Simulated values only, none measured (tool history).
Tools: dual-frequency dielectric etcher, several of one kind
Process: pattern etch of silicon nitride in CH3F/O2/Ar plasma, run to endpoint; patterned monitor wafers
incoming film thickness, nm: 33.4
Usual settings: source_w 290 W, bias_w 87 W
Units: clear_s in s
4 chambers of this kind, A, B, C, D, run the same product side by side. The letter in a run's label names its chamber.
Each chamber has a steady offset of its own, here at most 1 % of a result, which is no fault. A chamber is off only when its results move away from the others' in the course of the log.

run	day	source_w	bias_w	clear_s
1D	0.371	290	87	50.824
2A	0.729	290	87	50.419
3B	1.067	290	87	50.464
4C	1.254	290	87	51.229
5C	1.667	290	87	51.459
6D	2.079	290	87	51.220
7B	2.483	290	87	50.886
8A	2.804	290	87	51.346
9C	3.192	290	87	51.242
10B	3.517	290	87	50.737
11D	3.838	340	87	48.409
12A	4.129	340	87	47.868
13B	4.342	340	87	47.837
14C	4.742	340	87	48.106
15D	4.967	290	87	50.759
16A	5.196	290	87	51.237
# day 5.350: chamber D: bias power generator calibrated
17A	5.571	290	94	49.280
18C	5.962	290	94	50.385
19B	6.162	290	94	49.494
20D	6.354	290	94	49.919
21D	6.658	290	87	51.379
22B	6.958	260	80	54.310
23A	7.296	260	80	54.531
# day 7.317: chamber A: source power generator calibrated
24C	7.700	260	80	55.403
25B	8.054	260	80	54.232
26A	8.375	290	87	50.438
27C	8.583	290	87	51.077
28D	9.008	250	80	56.091
29D	9.212	250	80	55.955
# day 9.367: chamber B: wet clean of the chamber
# day 9.450: chamber D: wet clean of the chamber
30C	9.588	250	80	55.933
31B	9.838	250	80	55.539
32A	10.067	290	87	50.477
33A	10.450	290	87	50.493
34D	10.838	290	87	50.895
35B	11.042	290	87	50.881
# day 11.212: chamber C: wet clean of the chamber
36C	11.325	290	87	51.809
37C	11.725	340	93	47.318
38D	11.971	340	93	46.821

All 4 chambers run these settings next. Forecast each chamber's results:
39A	12.283	290	87	?
39B	12.283	290	87	?
39C	12.283	290	87	?
39D	12.283	290	87	?

run	clear_s
39A	50.452
39B	50.664
39C	51.251
39D	51.126
